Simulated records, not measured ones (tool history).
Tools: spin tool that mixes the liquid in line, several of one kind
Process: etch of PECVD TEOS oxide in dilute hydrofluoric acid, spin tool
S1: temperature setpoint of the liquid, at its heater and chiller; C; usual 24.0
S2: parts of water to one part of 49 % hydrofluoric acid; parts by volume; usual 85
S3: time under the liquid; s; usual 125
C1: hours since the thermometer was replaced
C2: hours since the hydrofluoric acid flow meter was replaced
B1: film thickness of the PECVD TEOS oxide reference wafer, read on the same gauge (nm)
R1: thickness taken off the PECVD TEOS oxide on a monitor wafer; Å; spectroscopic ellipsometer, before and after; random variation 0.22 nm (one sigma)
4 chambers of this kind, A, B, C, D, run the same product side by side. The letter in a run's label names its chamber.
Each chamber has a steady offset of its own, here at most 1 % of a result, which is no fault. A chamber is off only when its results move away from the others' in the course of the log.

run 1C hour=9.5 | S1=24.0 S2=85 S3=125 | C1=131.3 C2=254.6 | B1=70.002 | R1=261.16
-- hour=14.5 chamber B: hydrofluoric acid flow meter replaced
run 2D hour=17.3 | S1=24.0 S2=85 S3=125 | C1=2259.8 C2=524.1 | B1=70.063 | R1=265.26
run 3A hour=22.1 | S1=24.0 S2=85 S3=125 | C1=22.8 C2=817.5 | B1=69.978 | R1=266.64
run 4B hour=27.2 | S1=24.0 S2=85 S3=125 | C1=517.1 C2=12.8 | B1=70.031 | R1=265.61
run 5A hour=32.2 | S1=24.0 S2=85 S3=125 | C1=32.9 C2=827.6 | B1=70.005 | R1=262.80
run 6B hour=38.8 | S1=24.0 S2=85 S3=125 | C1=528.7 C2=24.4 | B1=69.969 | R1=264.88
run 7C hour=47.3 | S1=24.0 S2=85 S3=125 | C1=169.1 C2=292.4 | B1=70.018 | R1=266.82
run 8D hour=56.3 | S1=24.0 S2=85 S3=125 | C1=2298.8 C2=563.1 | B1=70.017 | R1=267.32
run 9B hour=60.9 | S1=24.0 S2=85 S3=125 | C1=550.8 C2=46.5 | B1=70.024 | R1=269.28
run 10D hour=68.9 | S1=24.0 S2=85 S3=125 | C1=2311.4 C2=575.7 | B1=69.986 | R1=260.95
-- hour=76.7 chamber D: thermometer replaced
run 11C hour=78.7 | S1=24.0 S2=85 S3=125 | C1=200.5 C2=323.8 | B1=70.012 | R1=263.32
run 12A hour=85.8 | S1=24.0 S2=85 S3=125 | C1=86.5 C2=881.2 | B1=69.981 | R1=262.60
run 13D hour=91.7 | S1=28.5 S2=125 S3=125 | C1=15.0 C2=598.5 | B1=70.016 | R1=202.57
run 14C hour=96.7 | S1=28.5 S2=125 S3=125 | C1=218.5 C2=341.8 | B1=70.026 | R1=204.02
run 15A hour=106.4 | S1=28.5 S2=125 S3=125 | C1=107.1 C2=901.8 | B1=69.989 | R1=204.01
run 16B hour=114.9 | S1=28.5 S2=125 S3=125 | C1=604.8 C2=100.5 | B1=69.995 | R1=211.02
run 17B hour=123.1 | S1=24.0 S2=85 S3=125 | C1=613.0 C2=108.7 | B1=70.002 | R1=274.07
run 18D hour=131.5 | S1=26.0 S2=120 S3=125 | C1=54.8 C2=638.3 | B1=69.945 | R1=196.61
run 19C hour=136.3 | S1=26.0 S2=120 S3=125 | C1=258.1 C2=381.4 | B1=70.007 | R1=190.11
run 20A hour=141.9 | S1=26.0 S2=120 S3=125 | C1=142.6 C2=937.3 | B1=69.999 | R1=194.05
run 21A hour=147.9 | S1=26.0 S2=120 S3=125 | C1=148.6 C2=943.3 | B1=70.031 | R1=192.94
run 22B hour=155.6 | S1=24.0 S2=85 S3=125 | C1=645.5 C2=141.2 | B1=70.010 | R1=276.06
run 23D hour=165.5 | S1=24.0 S2=115 S3=100 | C1=88.8 C2=672.3 | B1=70.001 | R1=152.63
run 24C hour=172.0 | S1=24.0 S2=115 S3=100 | C1=293.8 C2=417.1 | B1=70.014 | R1=152.12
run 25B hour=179.0 | S1=24.0 S2=115 S3=100 | C1=668.9 C2=164.6 | B1=70.004 | R1=161.09
run 26C hour=189.1 | S1=24.0 S2=115 S3=100 | C1=310.9 C2=434.2 | B1=69.986 | R1=151.99
run 27D hour=197.9 | S1=24.0 S2=85 S3=125 | C1=121.2 C2=704.7 | B1=69.997 | R1=264.36
run 28A hour=204.0 | S1=24.0 S2=85 S3=125 | C1=204.7 C2=999.4 | B1=69.964 | R1=267.33
run 29D hour=212.2 | S1=24.0 S2=85 S3=125 | C1=135.5 C2=719.0 | B1=70.024 | R1=265.07

What goes on in this fleet: one chamber off, a drifting gauge, or nothing beyond the chambers' own small offsets? Name the chamber and the cause, if any.

Chamber B drifts away from the others.
Cause: liquid hotter than its thermometer reads (K) = 2.09.
The log may not tell that from: hydrofluoric acid flow above the setpoint (%).

Here are 4 candidates for chamber B's next run, each the usual settings with a change, their results left as question marks. Which one brings its results back in line with what the others give on the usual settings?
In line means no further than this from the other chambers' mean on the usual settings: R1 7.80 Å
run 30B-1 hour=219.7 | S1=22.0 S2=85 S3=125 | R1=?
run 30B-2 hour=219.7 | S1=23.5 S2=85 S3=110 | R1=?
run 30B-3 hour=219.7 | S1=24.0 S2=80 S3=135 | R1=?
run 30B-4 hour=219.7 | S1=26.0 S2=85 S3=125 | R1=?

The other chambers' mean on the usual settings: R1 264.61 Å
run=30B-1 R1=266.15
run=30B-2 R1=248.50
run=30B-3 R1=332.65
run=30B-4 R1=311.13
30B-1 brings the chamber back in line.
